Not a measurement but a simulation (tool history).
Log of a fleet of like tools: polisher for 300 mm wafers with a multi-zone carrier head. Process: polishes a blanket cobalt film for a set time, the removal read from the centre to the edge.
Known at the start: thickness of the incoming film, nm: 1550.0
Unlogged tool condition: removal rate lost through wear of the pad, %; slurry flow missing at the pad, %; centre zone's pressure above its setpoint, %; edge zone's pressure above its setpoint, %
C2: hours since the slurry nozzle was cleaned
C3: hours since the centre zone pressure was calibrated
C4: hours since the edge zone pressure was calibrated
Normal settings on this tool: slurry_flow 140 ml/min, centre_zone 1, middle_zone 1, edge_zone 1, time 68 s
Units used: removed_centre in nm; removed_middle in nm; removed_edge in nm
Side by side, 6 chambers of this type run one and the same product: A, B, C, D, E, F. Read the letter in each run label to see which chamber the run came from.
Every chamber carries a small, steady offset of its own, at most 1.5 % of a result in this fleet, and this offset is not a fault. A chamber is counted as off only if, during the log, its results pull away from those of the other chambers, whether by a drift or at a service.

Run 1E, hour 9.9: usual settings; wafers polished on this pad 726; C2 272.1; C3 421.5; C4 99.6. Result: removed_centre 448.14 nm, removed_middle 457.66 nm, removed_edge 448 nm.
Run 2A, hour 16.6: usual settings; wafers polished on this pad 774; C2 361; C3 515.3; C4 303.1. Result: removed_centre 452.6 nm, removed_middle 444.09 nm, removed_edge 445.97 nm.
Run 3B, hour 25.4: usual settings; wafers polished on this pad 969; C2 215.3; C3 221.8; C4 321.3. Result: removed_centre 444.65 nm, removed_middle 439.79 nm, removed_edge 443.07 nm.
At hour 25.6: chamber B: edge zone pressure recalibrated.
Run 4F, hour 33.4: usual settings; wafers polished on this pad 732; C2 108.3; C3 1185; C4 1006.9. Result: removed_centre 444.93 nm, removed_middle 449.87 nm, removed_edge 446.7 nm.
At hour 38.1: chamber D: edge zone pressure recalibrated.
Run 5C, hour 45.1: usual settings; wafers polished on this pad 270; C2 59.6; C3 611.2; C4 126.4. Result: removed_centre 456.05 nm, removed_middle 442.9 nm, removed_edge 445.94 nm.
At hour 48.6: chamber B: worn pad replaced by a new one.
At hour 54.8: chamber A: worn pad replaced by a new one.
At hour 55.5: chamber D: worn pad replaced by a new one.
Run 6D, hour 56.8: usual settings but time 48 s; wafers polished on this pad 8; C2 422.2; C3 654.6; C4 18.7. Result: removed_centre 315.25 nm, removed_middle 319.73 nm, removed_edge 320.18 nm.
At hour 64.3: chamber E: centre zone pressure recalibrated.
Run 7A, hour 69.6: usual settings but time 48 s; wafers polished on this pad 88; C2 414; C3 568.3; C4 356.1. Result: removed_centre 320.63 nm, removed_middle 313.83 nm, removed_edge 314.55 nm.
Run 8E, hour 83.4: usual settings but time 48 s; wafers polished on this pad 1165; C2 345.6; C3 19.2; C4 173.1. Result: removed_centre 316.01 nm, removed_middle 323.98 nm, removed_edge 311.93 nm.
At hour 86.3: chamber B: slurry nozzle cleaned.
At hour 88.2: chamber C: worn pad replaced by a new one.
Run 9C, hour 94.4: usual settings but time 48 s; wafers polished on this pad 37; C2 108.9; C3 660.5; C4 175.7. Result: removed_centre 317.64 nm, removed_middle 315.95 nm, removed_edge 313.81 nm.
Run 10D, hour 104.2: usual settings but time 48 s; wafers polished on this pad 291; C2 469.6; C3 702; C4 66.1. Result: removed_centre 316.26 nm, removed_middle 314.47 nm, removed_edge 313.75 nm.
At hour 108.7: chamber F: centre zone pressure recalibrated.
At hour 109: chamber E: worn pad replaced by a new one.
Run 11B, hour 112.9: usual settings but time 48 s; wafers polished on this pad 385; C2 26.6; C3 309.3; C4 87.4. Result: removed_centre 319.05 nm, removed_middle 315.53 nm, removed_edge 319.89 nm.
Run 12F, hour 122.2: usual settings; wafers polished on this pad 1263; C2 197.1; C3 13.6; C4 1095.7. Result: removed_centre 495.51 nm, removed_middle 446.18 nm, removed_edge 448.09 nm.
At hour 123.6: chamber F: edge zone pressure recalibrated.
Run 13E, hour 132.7: usual settings; wafers polished on this pad 142; C2 394.9; C3 68.5; C4 222.4. Result: removed_centre 448.35 nm, removed_middle 451.12 nm, removed_edge 452.71 nm.
Run 14A, hour 140.3: usual settings; wafers polished on this pad 511; C2 484.7; C3 639; C4 426.8. Result: removed_centre 454.28 nm, removed_middle 454.38 nm, removed_edge 452.7 nm.
At hour 143.9: chamber E: slurry nozzle cleaned.
Run 15C, hour 150.6: usual settings; wafers polished on this pad 373; C2 165.1; C3 716.7; C4 231.9. Result: removed_centre 450.52 nm, removed_middle 451.38 nm, removed_edge 440.72 nm.
Run 16F, hour 158.2: usual settings; wafers polished on this pad 1478; C2 233.1; C3 49.6; C4 34.6. Result: removed_centre 490.74 nm, removed_middle 452.13 nm, removed_edge 444.92 nm.
At hour 167.1: chamber F: worn pad replaced by a new one.
Run 17D, hour 171.9: usual settings; wafers polished on this pad 696; C2 537.3; C3 769.7; C4 133.8. Result: removed_centre 446.42 nm, removed_middle 444.56 nm, removed_edge 456.38 nm.
Run 18B, hour 181.9: usual settings; wafers polished on this pad 797; C2 95.6; C3 378.3; C4 156.4. Result: removed_centre 452.02 nm, removed_middle 451 nm, removed_edge 442.05 nm.
Run 19E, hour 191.2: usual settings; wafers polished on this pad 492; C2 47.4; C3 127; C4 280.9. Result: removed_centre 450.6 nm, removed_middle 456.19 nm, removed_edge 447.62 nm.
At hour 194.5: chamber C: worn pad replaced by a new one.
Run 20C, hour 199: usual settings; wafers polished on this pad 27; C2 213.5; C3 765.1; C4 280.3. Result: removed_centre 448.12 nm, removed_middle 452.88 nm, removed_edge 440.09 nm.
At hour 206.5: chamber D: slurry nozzle cleaned.
Run 21B, hour 207.1: usual settings; wafers polished on this pad 948; C2 120.8; C3 403.5; C4 181.6. Result: removed_centre 448.76 nm, removed_middle 449.01 nm, removed_edge 448.28 nm.
Run 22F, hour 217.2: usual settings; wafers polished on this pad 300; C2 292.1; C3 108.6; C4 93.6. Result: removed_centre 499.48 nm, removed_middle 459.88 nm, removed_edge 451.65 nm.
Run 23D, hour 225: usual settings but centre_zone 1.05; wafers polished on this pad 1014; C2 18.6; C3 822.8; C4 186.9. Result: removed_centre 468.22 nm, removed_middle 445.39 nm, removed_edge 437.13 nm.
At hour 226: chamber C: edge zone pressure recalibrated.
At hour 231.5: chamber B: worn pad replaced by a new one.
Run 24A, hour 234.5: usual settings but centre_zone 1.05; wafers polished on this pad 1075; C2 578.9; C3 733.2; C4 521. Result: removed_centre 481.51 nm, removed_middle 445.7 nm, removed_edge 451.37 nm.
Run 25F, hour 246.7: usual settings but centre_zone 1.05; wafers polished on this pad 476; C2 321.6; C3 138.1; C4 123.1. Result: removed_centre 527.43 nm, removed_middle 446.27 nm, removed_edge 448.62 nm.
Run 26E, hour 253.5: usual settings but centre_zone 1.05; wafers polished on this pad 865; C2 109.7; C3 189.3; C4 343.2. Result: removed_centre 472.88 nm, removed_middle 454.86 nm, removed_edge 448.64 nm.
At hour 257.6: chamber A: worn pad replaced by a new one.
At hour 258.8: chamber D: worn pad replaced by a new one.
Run 27C, hour 260.9: usual settings but centre_zone 1.05; wafers polished on this pad 397; C2 275.4; C3 827; C4 34.9. Result: removed_centre 478.92 nm, removed_middle 444.03 nm, removed_edge 442.84 nm.
Run 28B, hour 267.8: usual settings but centre_zone 1.05; wafers polished on this pad 217; C2 181.5; C3 464.2; C4 242.3. Result: removed_centre 471.26 nm, removed_middle 448.58 nm, removed_edge 434.81 nm.
At hour 270.9: chamber F: slurry nozzle cleaned.
At hour 274.1: chamber C: worn pad replaced by a new one.
Run 29D, hour 274.5: usual settings; wafers polished on this pad 94; C2 68.1; C3 872.3; C4 236.4. Result: removed_centre 446.2 nm, removed_middle 440.73 nm, removed_edge 446.37 nm.
At hour 286.3: chamber A: centre zone pressure recalibrated.
Run 30A, hour 288.7: usual settings; wafers polished on this pad 186; C2 633.1; C3 2.5; C4 575.2. Result: removed_centre 447.16 nm, removed_middle 442.79 nm, removed_edge 448.72 nm.
Run 31C, hour 295.4: usual settings but slurry_flow 180 ml/min, time 82 s; wafers polished on this pad 127; C2 309.9; C3 861.5; C4 69.4. Result: removed_centre 576.28 nm, removed_middle 566.44 nm, removed_edge 556.01 nm.
At hour 300.5: chamber B: centre zone pressure recalibrated.
Run 32B, hour 302: usual settings but slurry_flow 180 ml/min, time 82 s; wafers polished on this pad 421; C2 215.7; C3 1.6; C4 276.5. Result: removed_centre 570.99 nm, removed_middle 565.93 nm, removed_edge 558.94 nm.
Run 33E, hour 314.7: usual settings but slurry_flow 180 ml/min, time 82 s; wafers polished on this pad 1231; C2 170.9; C3 250.5; C4 404.4. Result: removed_centre 565.91 nm, removed_middle 573.85 nm, removed_edge 552.58 nm.
Run 34D, hour 327.3: usual settings but slurry_flow 180 ml/min, time 82 s; wafers polished on this pad 410; C2 120.9; C3 925.1; C4 289.2. Result: removed_centre 567.16 nm, removed_middle 559.24 nm, removed_edge 567.92 nm.
Run 35A, hour 336.1: usual settings but slurry_flow 180 ml/min, time 82 s; wafers polished on this pad 469; C2 680.5; C3 49.9; C4 622.6. Result: removed_centre 582.74 nm, removed_middle 559 nm, removed_edge 570.98 nm.
At hour 342.8: chamber B: edge zone pressure recalibrated.
Run 36F, hour 347.4: usual settings but slurry_flow 180 ml/min, time 82 s; wafers polished on this pad 1079; C2 76.5; C3 238.8; C4 223.8. Result: removed_centre 619.73 nm, removed_middle 567.99 nm, removed_edge 553.39 nm.
Run 37B, hour 360: usual settings; wafers polished on this pad 768; C2 273.7; C3 59.6; C4 17.2. Result: removed_centre 447.28 nm, removed_middle 443.73 nm, removed_edge 441.5 nm.

Is one chamber out of step, is the gauge drifting, or do the chambers differ by no more than their own small offsets? For an off chamber, give its letter and the likeliest cause.

A service on chamber F put it out of line with the rest.
Most likely cause: centre zone's pressure above its setpoint, % = 10.3.

Here are 4 candidates for chamber F's next run, each the usual settings with a change, their results left as question marks. Which one brings its results back in line with what the others give on the usual settings?
Maximum distance from the other chambers' mean on the usual settings for a result to count as in line: removed_centre 13 nm; removed_middle 16 nm; removed_edge 18 nm
Run 38F-1, hour 370.2: usual settings but centre_zone 0.97, middle_zone 1.01, edge_zone 1.01. Result: removed_centre ?, removed_middle ?, removed_edge ?.
Run 38F-2, hour 370.2: usual settings but centre_zone 1.03, middle_zone 0.99, edge_zone 0.99. Result: removed_centre ?, removed_middle ?, removed_edge ?.
Run 38F-3, hour 370.2: usual settings but slurry_flow 145 ml/min, centre_zone 1.07, middle_zone 0.98, edge_zone 0.98, time 69 s. Result: removed_centre ?, removed_middle ?, removed_edge ?.
Run 38F-4, hour 370.2: usual settings but slurry_flow 135 ml/min, centre_zone 0.93, middle_zone 1.02, edge_zone 1.02, time 67 s. Result: removed_centre ?, removed_middle ?, removed_edge ?.

Mean of the other chambers on the usual settings: removed_centre 448.12 nm; removed_middle 447.85 nm; removed_edge 446.62 nm
  run  removed_centre  removed_middle  removed_edge
38F-1          481.16          451.21         453.3
38F-2          512.98          442.82        448.77
38F-3          546.41          448.19        455.34
38F-4          449.28          445.36        446.47
With 38F-4, the chamber falls back in line with the rest.
